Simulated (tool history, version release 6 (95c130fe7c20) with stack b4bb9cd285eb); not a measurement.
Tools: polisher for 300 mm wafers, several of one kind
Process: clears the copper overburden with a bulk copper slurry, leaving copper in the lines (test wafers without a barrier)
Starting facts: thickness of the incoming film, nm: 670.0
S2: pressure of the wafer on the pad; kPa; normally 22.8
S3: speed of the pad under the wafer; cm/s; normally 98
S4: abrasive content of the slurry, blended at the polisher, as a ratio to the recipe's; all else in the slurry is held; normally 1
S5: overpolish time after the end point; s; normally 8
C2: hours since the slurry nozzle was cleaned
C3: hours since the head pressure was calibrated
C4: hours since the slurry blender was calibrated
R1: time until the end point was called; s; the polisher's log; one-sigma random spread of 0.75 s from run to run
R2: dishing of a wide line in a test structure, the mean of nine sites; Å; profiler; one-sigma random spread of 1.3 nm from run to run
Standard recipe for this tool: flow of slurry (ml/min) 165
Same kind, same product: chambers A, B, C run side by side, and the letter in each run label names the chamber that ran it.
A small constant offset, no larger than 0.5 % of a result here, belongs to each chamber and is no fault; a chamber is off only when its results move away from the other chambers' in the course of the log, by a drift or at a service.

At hour 0.2: chamber C: worn pad replaced by a new one.
Run 1A, hour 7: usual settings; wafers polished on this pad 600; C2 170.5; C3 15.5; C4 14. Result: R1 57.357 s, R2 579.29 Å.
At hour 9.2: chamber A: worn pad replaced by a new one.
Run 2B, hour 11.1: usual settings; wafers polished on this pad 444; C2 358.2; C3 74.2; C4 157.1. Result: R1 57.206 s, R2 606.4 Å.
Run 3C, hour 15.7: usual settings; wafers polished on this pad 146; C2 230.9; C3 1077.6; C4 201. Result: R1 56.575 s, R2 607.8 Å.
Run 4C, hour 23.4: usual settings; wafers polished on this pad 219; C2 238.6; C3 1085.3; C4 208.7. Result: R1 57.325 s, R2 562.26 Å.
Run 5B, hour 29.9: usual settings but S2 26.9 kPa, S4 1.15; wafers polished on this pad 621; C2 377; C3 93; C4 175.9. Result: R1 47.369 s, R2 670.93 Å.
Run 6A, hour 33.6: usual settings but S2 26.9 kPa, S4 1.15; wafers polished on this pad 230; C2 197.1; C3 42.1; C4 40.6. Result: R1 47.753 s, R2 696.48 Å.
Run 7C, hour 39.1: usual settings but S2 26.9 kPa, S4 1.15; wafers polished on this pad 367; C2 254.3; C3 1101; C4 224.4. Result: R1 47.24 s, R2 704.57 Å.
At hour 40.7: chamber B: worn pad replaced by a new one.
Run 8A, hour 46.1: usual settings; wafers polished on this pad 347; C2 209.6; C3 54.6; C4 53.1. Result: R1 57.276 s, R2 608.55 Å.
Run 9B, hour 53.5: usual settings; wafers polished on this pad 121; C2 400.6; C3 116.6; C4 199.5. Result: R1 57.391 s, R2 561.65 Å.
Run 10B, hour 59.4: usual settings; wafers polished on this pad 176; C2 406.5; C3 122.5; C4 205.4. Result: R1 57.537 s, R2 593.94 Å.
At hour 64.9: chamber B: slurry blender recalibrated.
At hour 65.6: chamber B: slurry nozzle cleaned.
Run 11C, hour 65.8: usual settings; wafers polished on this pad 618; C2 281; C3 1127.7; C4 251.1. Result: R1 56.546 s, R2 570.36 Å.
Run 12A, hour 70.3: usual settings; wafers polished on this pad 575; C2 233.8; C3 78.8; C4 77.3. Result: R1 57.369 s, R2 596.2 Å.
Run 13C, hour 78.1: usual settings; wafers polished on this pad 734; C2 293.3; C3 1140; C4 263.4. Result: R1 57.125 s, R2 599.12 Å.
At hour 78.4: chamber C: slurry blender recalibrated.
Run 14B, hour 82.4: usual settings; wafers polished on this pad 393; C2 16.9; C3 145.5; C4 17.6. Result: R1 58.854 s, R2 592.25 Å.
Run 15A, hour 86.4: usual settings; wafers polished on this pad 727; C2 249.9; C3 94.9; C4 93.4. Result: R1 55.787 s, R2 593.23 Å.
At hour 90.4: chamber A: worn pad replaced by a new one.
Run 16B, hour 94.1: usual settings; wafers polished on this pad 503; C2 28.6; C3 157.2; C4 29.3. Result: R1 57.283 s, R2 606.53 Å.
Run 17A, hour 98.6: usual settings; wafers polished on this pad 77; C2 262.1; C3 107.1; C4 105.6. Result: R1 58.411 s, R2 611.25 Å.
Run 18C, hour 104.2: usual settings; wafers polished on this pad 980; C2 319.4; C3 1166.1; C4 25.9. Result: R1 57.854 s, R2 603.53 Å.
At hour 104.4: chamber C: worn pad replaced by a new one.
At hour 109.1: chamber C: head pressure recalibrated.
Run 19B, hour 110.1: usual settings; wafers polished on this pad 654; C2 44.6; C3 173.2; C4 45.3. Result: R1 56.796 s, R2 581.82 Å.
Run 20C, hour 117.5: usual settings but S3 70 cm/s; wafers polished on this pad 124; C2 332.7; C3 8.4; C4 39.2. Result: R1 91.962 s, R2 406.59 Å.
At hour 119.5: chamber B: worn pad replaced by a new one.
Run 21A, hour 121: usual settings but S3 70 cm/s; wafers polished on this pad 288; C2 284.5; C3 129.5; C4 128. Result: R1 81.379 s, R2 457.57 Å.
Run 22C, hour 126.7: usual settings but S3 70 cm/s; wafers polished on this pad 210; C2 341.9; C3 17.6; C4 48.4. Result: R1 90.873 s, R2 394.35 Å.
Run 23A, hour 131: usual settings; wafers polished on this pad 382; C2 294.5; C3 139.5; C4 138. Result: R1 57.916 s, R2 574.79 Å.
Run 24B, hour 135.1: usual settings; wafers polished on this pad 147; C2 69.6; C3 198.2; C4 70.3. Result: R1 58.335 s, R2 588.31 Å.
Run 25A, hour 141.7: usual settings; wafers polished on this pad 483; C2 305.2; C3 150.2; C4 148.7. Result: R1 59.396 s, R2 598.3 Å.
Run 26B, hour 149.3: usual settings; wafers polished on this pad 281; C2 83.8; C3 212.4; C4 84.5. Result: R1 58.197 s, R2 606.15 Å.
Run 27C, hour 153.6: usual settings; wafers polished on this pad 464; C2 368.8; C3 44.5; C4 75.3. Result: R1 64.676 s, R2 537.12 Å.
Run 28A, hour 158.5: usual settings; wafers polished on this pad 641; C2 322; C3 167; C4 165.5. Result: R1 58.566 s, R2 602.26 Å.
At hour 163.1: chamber A: worn pad replaced by a new one.
Run 29B, hour 163.1: usual settings; wafers polished on this pad 411; C2 97.6; C3 226.2; C4 98.3. Result: R1 57.057 s, R2 576.42 Å.
At hour 163.5: chamber A: slurry nozzle cleaned.
Run 30C, hour 168.1: usual settings; wafers polished on this pad 600; C2 383.3; C3 59; C4 89.8. Result: R1 64.02 s, R2 514.92 Å.
Run 31A, hour 173.4: usual settings; wafers polished on this pad 97; C2 9.9; C3 181.9; C4 180.4. Result: R1 58.441 s, R2 561.92 Å.
Run 32B, hour 177.7: usual settings; wafers polished on this pad 548; C2 112.2; C3 240.8; C4 112.9. Result: R1 58.382 s, R2 573.5 Å.
Run 33C, hour 183.4: usual settings; wafers polished on this pad 744; C2 398.6; C3 74.3; C4 105.1. Result: R1 64.496 s, R2 511.48 Å.
Run 34C, hour 187.9: usual settings but S2 15.2 kPa; wafers polished on this pad 787; C2 403.1; C3 78.8; C4 109.6. Result: R1 95.818 s, R2 374.59 Å.
Run 35A, hour 194: usual settings but S2 15.2 kPa; wafers polished on this pad 291; C2 30.5; C3 202.5; C4 201. Result: R1 85.699 s, R2 425.73 Å.
Run 36B, hour 197.5: usual settings but S2 15.2 kPa; wafers polished on this pad 735; C2 132; C3 260.6; C4 132.7. Result: R1 85.666 s, R2 405.88 Å.

Next, all 3 chambers run the settings below, one line each with question marks for the results. What does each chamber give?
Run 37A, hour 203.1: usual settings. Result: R1 ?, R2 ?.
Run 37B, hour 203.1: usual settings. Result: R1 ?, R2 ?.
Run 37C, hour 203.1: usual settings. Result: R1 ?, R2 ?.

run      R1      R2
37A  57.624  607.75
37B  58.281  598.95
37C   63.55  526.71
